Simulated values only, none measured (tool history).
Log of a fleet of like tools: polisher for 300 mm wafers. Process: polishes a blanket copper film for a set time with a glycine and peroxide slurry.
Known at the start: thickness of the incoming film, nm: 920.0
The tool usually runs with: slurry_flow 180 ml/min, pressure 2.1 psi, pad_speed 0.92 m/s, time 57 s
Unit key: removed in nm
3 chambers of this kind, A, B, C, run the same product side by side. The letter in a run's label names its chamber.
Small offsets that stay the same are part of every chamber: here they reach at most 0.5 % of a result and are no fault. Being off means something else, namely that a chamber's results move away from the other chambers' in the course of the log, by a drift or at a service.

run	hour	slurry_flow	pressure	pad_speed	time	removed
1A	5.7	180	2.1	0.92	57	209.36
# hour 7.5: chamber A: worn pad replaced by a new one
2C	14.7	180	2.1	0.92	57	211.43
# hour 20: chamber B: worn pad replaced by a new one
3B	26.7	180	2.1	0.92	57	209.68
4C	38.7	180	2.1	0.92	57	211.12
5A	51.3	180	2.1	0.92	57	211.04
# hour 59.8: chamber C: worn pad replaced by a new one
6B	61.2	180	2.1	0.92	57	209.45
7A	70.1	180	2.1	0.92	57	208.97
8B	77.8	180	2.1	0.92	57	209.7
# hour 83.4: chamber B: worn pad replaced by a new one
9C	86.9	180	2.1	0.92	57	210.65
10B	99.4	180	2.1	0.92	57	207.24
# hour 110.8: chamber A: worn pad replaced by a new one
11C	111	180	2.1	0.92	57	209.82
12A	117.7	180	2.1	0.92	57	211.03
13B	124	180	2.1	0.92	57	209.43
14C	135.6	180	2.1	0.92	57	213.73
15A	142.5	180	2.1	0.92	57	209.36
16A	154.9	180	2.1	0.92	57	212.73
# hour 160.3: chamber B: worn pad replaced by a new one
# hour 165.5: chamber C: worn pad replaced by a new one
17B	167.1	180	2.1	0.92	57	210.27
18C	178.9	180	2.1	0.92	57	210.98
19B	185.3	180	2.1	0.92	39	144.51
# hour 193: chamber A: worn pad replaced by a new one
20C	195.7	180	2.1	0.92	39	144.02
21A	204.5	180	2.1	0.92	39	143.97
22A	215.6	180	2.1	0.92	57	214.22

Is one chamber out of step, is the gauge drifting, or do the chambers differ by no more than their own small offsets? For an off chamber, give its letter and the likeliest cause.

No chamber stands off beyond its own small offset, and the gauge holds steady.
